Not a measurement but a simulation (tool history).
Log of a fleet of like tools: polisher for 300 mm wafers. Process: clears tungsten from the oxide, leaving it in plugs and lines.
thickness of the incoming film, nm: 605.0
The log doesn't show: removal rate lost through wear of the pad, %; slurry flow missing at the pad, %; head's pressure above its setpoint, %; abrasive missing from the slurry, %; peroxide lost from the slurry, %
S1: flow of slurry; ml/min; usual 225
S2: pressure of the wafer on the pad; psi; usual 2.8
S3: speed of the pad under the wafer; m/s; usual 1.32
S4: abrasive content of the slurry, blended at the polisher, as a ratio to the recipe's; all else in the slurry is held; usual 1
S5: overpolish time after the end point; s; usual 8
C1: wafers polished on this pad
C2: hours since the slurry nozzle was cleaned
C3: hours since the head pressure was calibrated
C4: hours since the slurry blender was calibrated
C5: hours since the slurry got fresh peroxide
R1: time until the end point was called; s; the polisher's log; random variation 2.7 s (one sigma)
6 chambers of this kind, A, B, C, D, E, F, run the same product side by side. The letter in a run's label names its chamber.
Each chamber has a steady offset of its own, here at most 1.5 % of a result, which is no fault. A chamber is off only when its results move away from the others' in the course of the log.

-- hour=1.9 chamber B: worn pad replaced by a new one
run 1B hour=3 | S1=225 S2=2.8 S3=1.32 S4=1 S5=8 | C1=8 C2=391.4 C3=823.7 C4=27.3 C5=46 | R1=145.81
-- hour=6.7 chamber D: slurry blender recalibrated
run 2F hour=7.3 | S1=225 S2=2.8 S3=1.32 S4=1 S5=8 | C1=742 C2=28.6 C3=730.6 C4=58.6 C5=76.9 | R1=145.45
-- hour=10.2 chamber F: worn pad replaced by a new one
run 3E hour=10.5 | S1=225 S2=2.8 S3=1.32 S4=1 S5=8 | C1=1148 C2=550 C3=82.8 C4=301.2 C5=50.4 | R1=154.02
-- hour=11.8 chamber D: slurry tank refilled with fresh slurry and peroxide
-- hour=12.8 chamber C: slurry tank refilled with fresh slurry and peroxide
run 4A hour=14.9 | S1=225 S2=2.8 S3=1.32 S4=1 S5=8 | C1=592 C2=365.4 C3=586.2 C4=96.2 C5=44.5 | R1=146.23
run 5C hour=18.3 | S1=225 S2=2.8 S3=1.32 S4=1 S5=8 | C1=773 C2=101.1 C3=1037.7 C4=43.9 C5=5.5 | R1=149.39
run 6D hour=23 | S1=225 S2=2.8 S3=1.32 S4=1 S5=8 | C1=576 C2=294.2 C3=666.4 C4=16.3 C5=11.3 | R1=153.13
-- hour=25.6 chamber A: worn pad replaced by a new one
run 7C hour=27.7 | S1=225 S2=2.8 S3=1.32 S4=1 S5=8 | C1=849 C2=110.5 C3=1047.1 C4=53.3 C5=14.9 | R1=147.47
run 8B hour=32.6 | S1=225 S2=2.8 S3=1.32 S4=1 S5=8 | C1=248 C2=421 C3=853.3 C4=56.9 C5=75.6 | R1=139.52
run 9A hour=36.1 | S1=225 S2=2.8 S3=1.32 S4=1 S5=8 | C1=85 C2=386.6 C3=607.4 C4=117.4 C5=65.7 | R1=149.95
-- hour=36.8 chamber E: slurry nozzle cleaned
-- hour=37.6 chamber C: worn pad replaced by a new one
run 10E hour=39.3 | S1=225 S2=2.8 S3=1.32 S4=1 S5=8 | C1=1381 C2=2.5 C3=111.6 C4=330 C5=79.2 | R1=151.92
run 11D hour=43.4 | S1=225 S2=2.8 S3=1.32 S4=1 S5=8 | C1=741 C2=314.6 C3=686.8 C4=36.7 C5=31.7 | R1=147.59
run 12F hour=48.1 | S1=225 S2=2.8 S3=1.32 S4=1 S5=8 | C1=307 C2=69.4 C3=771.4 C4=99.4 C5=117.7 | R1=147.63
run 13B hour=52.7 | S1=225 S2=2.8 S3=1.32 S4=1 S5=8 | C1=411 C2=441.1 C3=873.4 C4=77 C5=95.7 | R1=149.59
run 14D hour=56.6 | S1=225 S2=2.8 S3=1.32 S4=1 S5=8 | C1=848 C2=327.8 C3=700 C4=49.9 C5=44.9 | R1=142.33
run 15A hour=58.8 | S1=225 S2=2.8 S3=1.32 S4=1 S5=8 | C1=269 C2=409.3 C3=630.1 C4=140.1 C5=88.4 | R1=147.21
-- hour=61 chamber E: worn pad replaced by a new one
run 16E hour=62.1 | S1=225 S2=2.8 S3=1.32 S4=1 S5=8 | C1=9 C2=25.3 C3=134.4 C4=352.8 C5=102 | R1=148.73
-- hour=63 chamber D: slurry tank refilled with fresh slurry and peroxide
run 17C hour=64.3 | S1=225 S2=2.8 S3=1.32 S4=1 S5=8 | C1=216 C2=147.1 C3=1083.7 C4=89.9 C5=51.5 | R1=149.76
run 18F hour=66.9 | S1=225 S2=2 S3=1.32 S4=1 S5=8 | C1=459 C2=88.2 C3=790.2 C4=118.2 C5=136.5 | R1=200.36
run 19A hour=69.4 | S1=225 S2=2 S3=1.32 S4=1 S5=8 | C1=355 C2=419.9 C3=640.7 C4=150.7 C5=99 | R1=209.74
run 20B hour=73.2 | S1=225 S2=2 S3=1.32 S4=1 S5=8 | C1=578 C2=461.6 C3=893.9 C4=97.5 C5=116.2 | R1=201.43
run 21F hour=76 | S1=225 S2=2 S3=1.32 S4=1 S5=8 | C1=533 C2=97.3 C3=799.3 C4=127.3 C5=145.6 | R1=204.26
-- hour=78.4 chamber A: slurry tank refilled with fresh slurry and peroxide
run 22D hour=80.6 | S1=225 S2=2 S3=1.32 S4=1 S5=8 | C1=1043 C2=351.8 C3=724 C4=73.9 C5=17.7 | R1=211.93
run 23C hour=83.8 | S1=225 S2=2 S3=1.32 S4=1 S5=8 | C1=374 C2=166.6 C3=1103.2 C4=109.4 C5=71 | R1=202.56
-- hour=85.1 chamber C: slurry tank refilled with fresh slurry and peroxide
run 24E hour=86.4 | S1=225 S2=2.8 S3=1.32 S4=1 S5=8 | C1=206 C2=49.6 C3=158.7 C4=377.1 C5=126.3 | R1=146.93
run 25B hour=90.8 | S1=225 S2=2.8 S3=1.32 S4=1 S5=8 | C1=720 C2=479.2 C3=911.5 C4=115.1 C5=133.8 | R1=151.63
-- hour=91.7 chamber B: slurry tank refilled with fresh slurry and peroxide
run 26E hour=93.8 | S1=225 S2=2.8 S3=1.32 S4=1 S5=5 | C1=266 C2=57 C3=166.1 C4=384.5 C5=133.7 | R1=147.18
-- hour=94 chamber F: slurry blender recalibrated
-- hour=96 chamber A: worn pad replaced by a new one
run 27A hour=97.8 | S1=225 S2=2.8 S3=1.32 S4=1 S5=5 | C1=15 C2=448.3 C3=669.1 C4=179.1 C5=19.4 | R1=154.49
run 28C hour=101.2 | S1=225 S2=2.8 S3=1.32 S4=1 S5=5 | C1=515 C2=184 C3=1120.6 C4=126.8 C5=16.2 | R1=149.78
run 29D hour=104.3 | S1=225 S2=2.8 S3=1.32 S4=1 S5=5 | C1=1235 C2=375.5 C3=747.7 C4=97.6 C5=41.4 | R1=150.85
run 30F hour=107.5 | S1=225 S2=2.8 S3=1.32 S4=1 S5=5 | C1=789 C2=128.8 C3=830.8 C4=13.5 C5=177.1 | R1=150.06
-- hour=107.6 chamber F: slurry tank refilled with fresh slurry and peroxide
-- hour=108.7 chamber D: worn pad replaced by a new one
-- hour=109.1 chamber E: slurry tank refilled with fresh slurry and peroxide
-- hour=111.2 chamber F: worn pad replaced by a new one
run 31D hour=112.3 | S1=225 S2=2.8 S3=1.32 S4=1 S5=5 | C1=29 C2=383.5 C3=755.7 C4=105.6 C5=49.4 | R1=152.3
run 32B hour=115.2 | S1=225 S2=2.8 S3=1.32 S4=1 S5=8 | C1=918 C2=503.6 C3=935.9 C4=139.5 C5=23.6 | R1=149.05
run 33E hour=117.8 | S1=225 S2=2.8 S3=1.32 S4=1 S5=8 | C1=460 C2=81 C3=190.1 C4=408.5 C5=8.7 | R1=155.06
-- hour=119.1 chamber D: slurry tank refilled with fresh slurry and peroxide
run 34F hour=121.5 | S1=225 S2=2.8 S3=1.32 S4=1 S5=8 | C1=83 C2=142.8 C3=844.8 C4=27.5 C5=14 | R1=141.33
run 35C hour=125.1 | S1=225 S2=2.8 S3=1.32 S4=1 S5=8 | C1=709 C2=207.9 C3=1144.5 C4=150.7 C5=40.1 | R1=148.46
run 36A hour=129.3 | S1=225 S2=2.8 S3=1.32 S4=1 S5=8 | C1=270 C2=479.8 C3=700.6 C4=210.6 C5=50.9 | R1=157.58
-- hour=132.5 chamber B: slurry nozzle cleaned
run 37B hour=133.9 | S1=225 S2=2.8 S3=1.32 S4=1 S5=8 | C1=1070 C2=1.4 C3=954.6 C4=158.2 C5=42.3 | R1=140.76
run 38A hour=138.3 | S1=225 S2=2.8 S3=1.32 S4=1 S5=8 | C1=343 C2=488.8 C3=709.6 C4=219.6 C5=59.9 | R1=165.01
run 39D hour=140.8 | S1=225 S2=2.8 S3=1.32 S4=1 S5=8 | C1=260 C2=412 C3=784.2 C4=134.1 C5=21.8 | R1=151.5
run 40C hour=145.5 | S1=225 S2=2.8 S3=1.32 S4=1 S5=8 | C1=874 C2=228.3 C3=1164.9 C4=171.1 C5=60.5 | R1=144.69
run 41E hour=147.9 | S1=225 S2=2.8 S3=1.32 S4=1 S5=8 | C1=704 C2=111.1 C3=220.2 C4=438.6 C5=38.8 | R1=151.64
run 42F hour=151.3 | S1=225 S2=2.8 S3=1.32 S4=1 S5=8 | C1=325 C2=172.6 C3=874.6 C4=57.3 C5=43.8 | R1=145.69

All 6 chambers run these settings next. Forecast each chamber's results:
run 43A hour=154.8 | S1=225 S2=2.8 S3=1.32 S4=1 S5=4 | R1=?
run 43B hour=154.8 | S1=225 S2=2.8 S3=1.32 S4=1 S5=4 | R1=?
run 43C hour=154.8 | S1=225 S2=2.8 S3=1.32 S4=1 S5=4 | R1=?
run 43D hour=154.8 | S1=225 S2=2.8 S3=1.32 S4=1 S5=4 | R1=?
run 43E hour=154.8 | S1=225 S2=2.8 S3=1.32 S4=1 S5=4 | R1=?
run 43F hour=154.8 | S1=225 S2=2.8 S3=1.32 S4=1 S5=4 | R1=?

run=43A R1=162.97
run=43B R1=152.39
run=43C R1=149.79
run=43D R1=143.73
run=43E R1=150.06
run=43F R1=147.58
